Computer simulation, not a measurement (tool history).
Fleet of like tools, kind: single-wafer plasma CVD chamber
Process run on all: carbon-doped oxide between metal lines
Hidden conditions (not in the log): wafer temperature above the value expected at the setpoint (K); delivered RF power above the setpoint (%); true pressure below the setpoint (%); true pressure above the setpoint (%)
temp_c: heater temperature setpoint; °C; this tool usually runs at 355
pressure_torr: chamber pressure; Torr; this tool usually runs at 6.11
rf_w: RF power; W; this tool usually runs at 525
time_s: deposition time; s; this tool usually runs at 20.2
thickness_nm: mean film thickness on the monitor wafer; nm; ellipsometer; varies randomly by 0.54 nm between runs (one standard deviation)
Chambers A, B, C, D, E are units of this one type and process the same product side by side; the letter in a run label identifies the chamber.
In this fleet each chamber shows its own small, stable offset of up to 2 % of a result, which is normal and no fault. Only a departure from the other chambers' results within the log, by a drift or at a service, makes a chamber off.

run	hour	temp_c	pressure_torr	rf_w	time_s	hours since the last thermocouple change	hours since the last RF generator calibration	hours since the last manometer calibration	read-back reference wafer on the same gauge, thickness_nm	thickness_nm
1B	5.6	355	6.11	525	20.2	388	489.9	1085.9	103.09	108.76
2C	10.8	355	6.11	525	20.2	616.4	880.1	1159.7	103	107.85
3E	15.7	355	6.11	525	20.2	1585.4	693.7	1303	103.02	106.68
4A	23.2	355	6.11	525	20.2	713.8	297.5	86.9	103.03	108.59
5D	29.7	355	6.11	525	20.2	1296.8	1625.8	1085.9	102.94	108.47
6A	35.6	355	6.11	525	20.2	726.2	309.9	99.3	103.08	106.82
7E	42.2	355	6.11	525	20.2	1611.9	720.2	1329.5	102.91	105.37
8D	47.4	355	6.11	525	20.2	1314.5	1643.5	1103.6	102.94	107.14
9B	53.3	355	6.11	525	20.2	435.7	537.6	1133.6	102.99	108.16
10C	60.4	355	6.11	585	21.8	666	929.7	1209.3	102.97	125.52
11E	68.7	355	6.11	585	21.8	1638.4	746.7	1356	103.08	121.7
12A	76.3	355	6.11	585	21.8	766.9	350.6	140	102.92	125.63
13C	83.3	355	6.11	585	21.8	688.9	952.6	1232.2	103.02	124.39
14B	88	355	6.11	585	21.8	470.4	572.3	1168.3	103	125.4
15D	91.7	355	6.11	525	20.2	1358.8	1687.8	1147.9	102.9	108.29
16D	99.2	355	6.11	525	20.2	1366.3	1695.3	1155.4	103.1	107.73
# hour 99.4: chamber D: RF generator calibrated
17A	103.7	355	6.11	525	20.2	794.3	378	167.4	102.94	108.37
18B	110.8	355	6.11	525	20.2	493.2	595.1	1191.1	103.08	108.77
19E	118	355	5.52	525	20.2	1687.7	796	1405.3	103.06	104.81
20C	122.1	355	5.52	525	20.2	727.7	991.4	1271	102.93	106.24
21E	126.2	355	5.52	525	20.2	1695.9	804.2	1413.5	103.01	105.72
22C	132.8	355	5.52	525	20.2	738.4	1002.1	1281.7	102.98	107.29
23A	139.2	355	5.52	525	20.2	829.8	413.5	202.9	102.95	106.14
24D	143.5	355	6.11	525	20.2	1410.6	44.1	1199.7	102.99	107.75
25B	149.8	355	6.11	525	20.2	532.2	634.1	1230.1	102.93	108.67
26A	155.3	355	6.11	525	20.2	845.9	429.6	219	102.89	108.29
# hour 157.5: chamber B: capacitance manometer re-zeroed and calibrated
27E	160.1	355	6.11	525	20.2	1729.8	838.1	1447.4	103.1	106.52
28B	166.8	355	6.11	525	20.2	549.2	651.1	9.3	103.04	108.49
29C	170.9	355	6.11	525	20.2	776.5	1040.2	1319.8	102.9	106.91
30D	175.6	355	6.11	525	20.2	1442.7	76.2	1231.8	102.94	107.3
31A	179.3	355	6.11	525	20.2	869.9	453.6	243	102.99	108.4
32B	183.6	355	6.11	525	20.2	566	667.9	26.1	103.03	108.6
33C	188.8	355	6.11	525	20.2	794.4	1058.1	1337.7	103.03	107.63
34D	193.7	355	6.57	525	23.1	1460.8	94.3	1249.9	103	123.95
35E	198.7	355	6.57	525	23.1	1768.4	876.7	1486	103.02	123.2
36D	203.7	355	6.57	525	23.1	1470.8	104.3	1259.9	102.9	125.71
37A	210.3	355	6.57	525	23.1	900.9	484.6	274	103	124.35
38B	214.2	355	6.57	525	23.1	596.6	698.5	56.7	102.97	126.16

For the next run the whole fleet of 5 chambers uses the same settings. Give each chamber's results:
39A	220.3	355	6.11	525	20.2					?
39B	220.3	355	6.11	525	20.2					?
39C	220.3	355	6.11	525	20.2					?
39D	220.3	355	6.11	525	20.2					?
39E	220.3	355	6.11	525	20.2					?

run	thickness_nm
39A	107.9
39B	109.04
39C	108.16
39D	108.2
39E	106.49
